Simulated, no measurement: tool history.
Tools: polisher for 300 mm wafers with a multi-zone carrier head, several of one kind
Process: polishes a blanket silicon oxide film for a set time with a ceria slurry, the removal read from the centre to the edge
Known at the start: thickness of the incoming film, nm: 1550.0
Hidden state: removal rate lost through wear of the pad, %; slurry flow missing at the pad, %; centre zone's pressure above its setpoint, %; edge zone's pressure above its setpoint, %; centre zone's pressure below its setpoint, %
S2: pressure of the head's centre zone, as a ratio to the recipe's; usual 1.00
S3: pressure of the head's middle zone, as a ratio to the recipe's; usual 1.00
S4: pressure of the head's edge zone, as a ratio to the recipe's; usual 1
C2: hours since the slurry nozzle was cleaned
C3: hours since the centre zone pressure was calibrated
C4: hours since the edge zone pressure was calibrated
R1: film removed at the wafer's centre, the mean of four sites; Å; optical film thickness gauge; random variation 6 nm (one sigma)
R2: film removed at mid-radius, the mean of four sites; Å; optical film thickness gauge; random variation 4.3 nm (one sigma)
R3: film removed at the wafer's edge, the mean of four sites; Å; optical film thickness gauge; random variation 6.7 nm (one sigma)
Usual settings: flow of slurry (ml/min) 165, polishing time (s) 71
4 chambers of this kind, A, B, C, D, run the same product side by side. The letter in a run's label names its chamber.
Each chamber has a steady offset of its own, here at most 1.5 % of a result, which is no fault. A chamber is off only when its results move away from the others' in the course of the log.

{"run": "1B", "hour": 4.0, "flow of slurry (ml/min)": 165, "S2": 1.0, "S3": 1.0, "S4": 1, "polishing time (s)": 71, "wafers polished on this pad": 158, "C2": 194.2, "C3": 479.5, "C4": 1097.8, "R1": 4517.3, "R2": 4534.4, "R3": 4505.1}
{"run": "2A", "hour": 9.5, "flow of slurry (ml/min)": 165, "S2": 1.0, "S3": 1.0, "S4": 1, "polishing time (s)": 71, "wafers polished on this pad": 314, "C2": 307.2, "C3": 174.8, "C4": 341.8, "R1": 4461.1, "R2": 4587.0, "R3": 4620.1}
{"run": "3C", "hour": 15.2, "flow of slurry (ml/min)": 165, "S2": 1.0, "S3": 1.0, "S4": 1, "polishing time (s)": 71, "wafers polished on this pad": 465, "C2": 473.5, "C3": 503.1, "C4": 164.2, "R1": 4511.6, "R2": 4592.0, "R3": 4481.1}
{"run": "4D", "hour": 20.2, "flow of slurry (ml/min)": 165, "S2": 1.0, "S3": 1.0, "S4": 1, "polishing time (s)": 71, "wafers polished on this pad": 263, "C2": 151.9, "C3": 355.6, "C4": 214.8, "R1": 4449.5, "R2": 4442.9, "R3": 4378.5}
{"run": "5A", "hour": 27.2, "flow of slurry (ml/min)": 165, "S2": 1.0, "S3": 1.0, "S4": 1, "polishing time (s)": 71, "wafers polished on this pad": 432, "C2": 324.9, "C3": 192.5, "C4": 359.5, "R1": 4459.6, "R2": 4504.5, "R3": 4556.3}
{"run": "6B", "hour": 32.4, "flow of slurry (ml/min)": 165, "S2": 1.0, "S3": 1.0, "S4": 1, "polishing time (s)": 71, "wafers polished on this pad": 347, "C2": 222.6, "C3": 507.9, "C4": 1126.2, "R1": 4596.3, "R2": 4516.9, "R3": 4625.9}
{"run": "7C", "hour": 37.8, "flow of slurry (ml/min)": 165, "S2": 1.0, "S3": 1.0, "S4": 1, "polishing time (s)": 71, "wafers polished on this pad": 616, "C2": 496.1, "C3": 525.7, "C4": 186.8, "R1": 4500.8, "R2": 4573.2, "R3": 4566.0}
{"run": "8D", "hour": 43.3, "flow of slurry (ml/min)": 165, "S2": 1.0, "S3": 1.0, "S4": 1, "polishing time (s)": 71, "wafers polished on this pad": 417, "C2": 175.0, "C3": 378.7, "C4": 237.9, "R1": 4439.6, "R2": 4542.2, "R3": 4442.2}
{"run": "9A", "hour": 48.4, "flow of slurry (ml/min)": 165, "S2": 1.0, "S3": 1.0, "S4": 1, "polishing time (s)": 71, "wafers polished on this pad": 574, "C2": 346.1, "C3": 213.7, "C4": 380.7, "R1": 4433.2, "R2": 4466.3, "R3": 4530.6}
{"hour": 54.4, "done": "chamber C: worn pad replaced by a new one"}
{"run": "10C", "hour": 54.7, "flow of slurry (ml/min)": 165, "S2": 1.0, "S3": 1.0, "S4": 1, "polishing time (s)": 71, "wafers polished on this pad": 2, "C2": 513.0, "C3": 542.6, "C4": 203.7, "R1": 4505.4, "R2": 4515.6, "R3": 4481.5}
{"run": "11B", "hour": 61.8, "flow of slurry (ml/min)": 165, "S2": 1.0, "S3": 1.0, "S4": 1, "polishing time (s)": 71, "wafers polished on this pad": 544, "C2": 252.0, "C3": 537.3, "C4": 1155.6, "R1": 4608.1, "R2": 4411.9, "R3": 4430.4}
{"run": "12D", "hour": 66.3, "flow of slurry (ml/min)": 165, "S2": 1.0, "S3": 1.0, "S4": 1, "polishing time (s)": 71, "wafers polished on this pad": 571, "C2": 198.0, "C3": 401.7, "C4": 260.9, "R1": 4191.8, "R2": 4497.1, "R3": 4430.3}
{"run": "13C", "hour": 72.6, "flow of slurry (ml/min)": 165, "S2": 1.0, "S3": 1.0, "S4": 1, "polishing time (s)": 71, "wafers polished on this pad": 122, "C2": 530.9, "C3": 560.5, "C4": 221.6, "R1": 4614.9, "R2": 4532.4, "R3": 4398.6}
{"run": "14D", "hour": 78.7, "flow of slurry (ml/min)": 165, "S2": 1.0, "S3": 1.0, "S4": 1, "polishing time (s)": 71, "wafers polished on this pad": 654, "C2": 210.4, "C3": 414.1, "C4": 273.3, "R1": 4350.6, "R2": 4472.6, "R3": 4477.3}
{"run": "15A", "hour": 82.6, "flow of slurry (ml/min)": 165, "S2": 1.0, "S3": 1.0, "S4": 1, "polishing time (s)": 71, "wafers polished on this pad": 803, "C2": 380.3, "C3": 247.9, "C4": 414.9, "R1": 4439.3, "R2": 4519.5, "R3": 4509.0}
{"hour": 87.2, "done": "chamber D: slurry nozzle cleaned"}
{"run": "16B", "hour": 88.1, "flow of slurry (ml/min)": 165, "S2": 1.0, "S3": 1.0, "S4": 1, "polishing time (s)": 71, "wafers polished on this pad": 720, "C2": 278.3, "C3": 563.6, "C4": 1181.9, "R1": 4580.0, "R2": 4500.2, "R3": 4564.6}
{"run": "17D", "hour": 92.0, "flow of slurry (ml/min)": 165, "S2": 1.0, "S3": 1.0, "S4": 1, "polishing time (s)": 71, "wafers polished on this pad": 743, "C2": 4.8, "C3": 427.4, "C4": 286.6, "R1": 4246.1, "R2": 4420.7, "R3": 4463.2}
{"run": "18A", "hour": 97.0, "flow of slurry (ml/min)": 165, "S2": 1.0, "S3": 1.0, "S4": 1, "polishing time (s)": 71, "wafers polished on this pad": 899, "C2": 394.7, "C3": 262.3, "C4": 429.3, "R1": 4412.6, "R2": 4543.8, "R3": 4519.0}
{"run": "19C", "hour": 103.7, "flow of slurry (ml/min)": 165, "S2": 1.0, "S3": 0.94, "S4": 1, "polishing time (s)": 71, "wafers polished on this pad": 330, "C2": 562.0, "C3": 591.6, "C4": 252.7, "R1": 4506.2, "R2": 4324.0, "R3": 4554.2}
{"hour": 105.1, "done": "chamber D: worn pad replaced by a new one"}
{"hour": 109.3, "done": "chamber A: worn pad replaced by a new one"}
{"run": "20B", "hour": 109.4, "flow of slurry (ml/min)": 165, "S2": 1.0, "S3": 0.94, "S4": 1, "polishing time (s)": 71, "wafers polished on this pad": 862, "C2": 299.6, "C3": 584.9, "C4": 1203.2, "R1": 4571.0, "R2": 4338.5, "R3": 4496.4}
{"run": "21D", "hour": 114.8, "flow of slurry (ml/min)": 165, "S2": 1.0, "S3": 0.94, "S4": 1, "polishing time (s)": 71, "wafers polished on this pad": 64, "C2": 27.6, "C3": 450.2, "C4": 309.4, "R1": 4298.7, "R2": 4188.6, "R3": 4554.8}
{"run": "22B", "hour": 121.7, "flow of slurry (ml/min)": 165, "S2": 1.0, "S3": 0.94, "S4": 1, "polishing time (s)": 71, "wafers polished on this pad": 945, "C2": 311.9, "C3": 597.2, "C4": 1215.5, "R1": 4522.7, "R2": 4282.8, "R3": 4380.3}
{"run": "23A", "hour": 126.7, "flow of slurry (ml/min)": 165, "S2": 1.0, "S3": 1.0, "S4": 1, "polishing time (s)": 71, "wafers polished on this pad": 116, "C2": 424.4, "C3": 292.0, "C4": 459.0, "R1": 4588.4, "R2": 4437.7, "R3": 4536.5}
{"run": "24C", "hour": 131.4, "flow of slurry (ml/min)": 165, "S2": 1.0, "S3": 1.0, "S4": 1, "polishing time (s)": 63, "wafers polished on this pad": 515, "C2": 589.7, "C3": 619.3, "C4": 280.4, "R1": 4089.8, "R2": 3992.0, "R3": 4006.1}
{"run": "25D", "hour": 137.1, "flow of slurry (ml/min)": 165, "S2": 1.0, "S3": 1.0, "S4": 1, "polishing time (s)": 63, "wafers polished on this pad": 214, "C2": 49.9, "C3": 472.5, "C4": 331.7, "R1": 3619.9, "R2": 3953.2, "R3": 3970.5}
{"hour": 141.7, "done": "chamber B: worn pad replaced by a new one"}
{"run": "26C", "hour": 143.3, "flow of slurry (ml/min)": 165, "S2": 1.0, "S3": 1.0, "S4": 1, "polishing time (s)": 63, "wafers polished on this pad": 594, "C2": 601.6, "C3": 631.2, "C4": 292.3, "R1": 4020.4, "R2": 4033.1, "R3": 4120.9}
{"run": "27B", "hour": 148.5, "flow of slurry (ml/min)": 165, "S2": 1.0, "S3": 1.0, "S4": 1, "polishing time (s)": 63, "wafers polished on this pad": 46, "C2": 338.7, "C3": 624.0, "C4": 1242.3, "R1": 3985.1, "R2": 4034.6, "R3": 4030.5}
{"run": "28A", "hour": 153.1, "flow of slurry (ml/min)": 165, "S2": 1.0, "S3": 1.0, "S4": 1, "polishing time (s)": 71, "wafers polished on this pad": 293, "C2": 450.8, "C3": 318.4, "C4": 485.4, "R1": 4464.0, "R2": 4611.8, "R3": 4501.7}
{"hour": 153.5, "done": "chamber C: worn pad replaced by a new one"}
{"run": "29D", "hour": 157.1, "flow of slurry (ml/min)": 165, "S2": 1.0, "S3": 1.0, "S4": 1, "polishing time (s)": 71, "wafers polished on this pad": 347, "C2": 69.9, "C3": 492.5, "C4": 351.7, "R1": 4137.7, "R2": 4471.7, "R3": 4584.5}
{"run": "30C", "hour": 162.2, "flow of slurry (ml/min)": 165, "S2": 1.0, "S3": 1.0, "S4": 1, "polishing time (s)": 71, "wafers polished on this pad": 58, "C2": 620.5, "C3": 650.1, "C4": 311.2, "R1": 4640.0, "R2": 4555.7, "R3": 4508.2}
{"run": "31A", "hour": 166.1, "flow of slurry (ml/min)": 165, "S2": 1.0, "S3": 1.0, "S4": 1, "polishing time (s)": 71, "wafers polished on this pad": 380, "C2": 463.8, "C3": 331.4, "C4": 498.4, "R1": 4416.8, "R2": 4529.4, "R3": 4521.1}
{"run": "32B", "hour": 171.8, "flow of slurry (ml/min)": 165, "S2": 1.05, "S3": 1.0, "S4": 1, "polishing time (s)": 71, "wafers polished on this pad": 201, "C2": 362.0, "C3": 647.3, "C4": 1265.6, "R1": 4918.6, "R2": 4554.5, "R3": 4450.2}
{"run": "33B", "hour": 176.5, "flow of slurry (ml/min)": 165, "S2": 1.05, "S3": 1.0, "S4": 1, "polishing time (s)": 71, "wafers polished on this pad": 233, "C2": 366.7, "C3": 652.0, "C4": 1270.3, "R1": 4740.7, "R2": 4535.4, "R3": 4462.1}
{"run": "34C", "hour": 182.4, "flow of slurry (ml/min)": 165, "S2": 1.05, "S3": 1.0, "S4": 1, "polishing time (s)": 71, "wafers polished on this pad": 193, "C2": 640.7, "C3": 670.3, "C4": 331.4, "R1": 4755.1, "R2": 4566.1, "R3": 4512.3}
{"run": "35A", "hour": 185.8, "flow of slurry (ml/min)": 165, "S2": 1.05, "S3": 1.0, "S4": 1, "polishing time (s)": 71, "wafers polished on this pad": 511, "C2": 483.5, "C3": 351.1, "C4": 518.1, "R1": 4746.7, "R2": 4603.9, "R3": 4649.1}
{"run": "36D", "hour": 191.8, "flow of slurry (ml/min)": 165, "S2": 1.1, "S3": 1.0, "S4": 1, "polishing time (s)": 80, "wafers polished on this pad": 579, "C2": 104.6, "C3": 527.2, "C4": 386.4, "R1": 5007.2, "R2": 4977.2, "R3": 5068.9}
{"run": "37D", "hour": 196.1, "flow of slurry (ml/min)": 165, "S2": 1.1, "S3": 1.0, "S4": 1, "polishing time (s)": 80, "wafers polished on this pad": 608, "C2": 108.9, "C3": 531.5, "C4": 390.7, "R1": 5019.3, "R2": 5083.9, "R3": 5184.0}
{"run": "38C", "hour": 199.6, "flow of slurry (ml/min)": 165, "S2": 1.1, "S3": 1.0, "S4": 1, "polishing time (s)": 80, "wafers polished on this pad": 308, "C2": 657.9, "C3": 687.5, "C4": 348.6, "R1": 5687.6, "R2": 5052.0, "R3": 5068.2}
{"run": "39A", "hour": 206.4, "flow of slurry (ml/min)": 165, "S2": 1.1, "S3": 1.0, "S4": 1, "polishing time (s)": 80, "wafers polished on this pad": 649, "C2": 504.1, "C3": 371.7, "C4": 538.7, "R1": 5575.5, "R2": 5076.3, "R3": 5171.2}

Is one chamber off against the others, does the gauge drift, or is nothing wrong? If a chamber is off, say which, and what the likeliest cause is.

Chamber D drifts away from the others.
Cause: centre zone's pressure below its setpoint, % = 10.

Here are 4 candidates for chamber D's next run, each the usual settings with a change, their results left as question marks. Which one brings its results back in line with what the others give on the usual settings?
In line means no further than this from the other chambers' mean on the usual settings: R1 210.0 Å; R2 150.0 Å; R3 230.0 Å
{"run": "40D-1", "hour": 211.6, "flow of slurry (ml/min)": 140, "S2": 0.83, "S3": 1.03, "S4": 1.11, "polishing time (s)": 68, "R1": "?", "R2": "?", "R3": "?"}
{"run": "40D-2", "hour": 211.6, "flow of slurry (ml/min)": 200, "S2": 1.17, "S3": 0.94, "S4": 0.85, "polishing time (s)": 76, "R1": "?", "R2": "?", "R3": "?"}
{"run": "40D-3", "hour": 211.6, "flow of slurry (ml/min)": 175, "S2": 1.1, "S3": 0.99, "S4": 0.96, "polishing time (s)": 72, "R1": "?", "R2": "?", "R3": "?"}
{"run": "40D-4", "hour": 211.6, "flow of slurry (ml/min)": 155, "S2": 0.9, "S3": 1.01, "S4": 1.04, "polishing time (s)": 70, "R1": "?", "R2": "?", "R3": "?"}

The other chambers' mean on the usual settings: R1 4549.3 Å; R2 4536.8 Å; R3 4496.2 Å
run=40D-1 R1=2982.1 R2=4267.7 R3=4467.6
run=40D-2 R1=5244.3 R2=4667.3 R3=4564.3
run=40D-3 R1=4537.0 R2=4538.9 R3=4519.2
run=40D-4 R1=3442.1 R2=4402.1 R3=4507.3
40D-3 brings the chamber back in line.
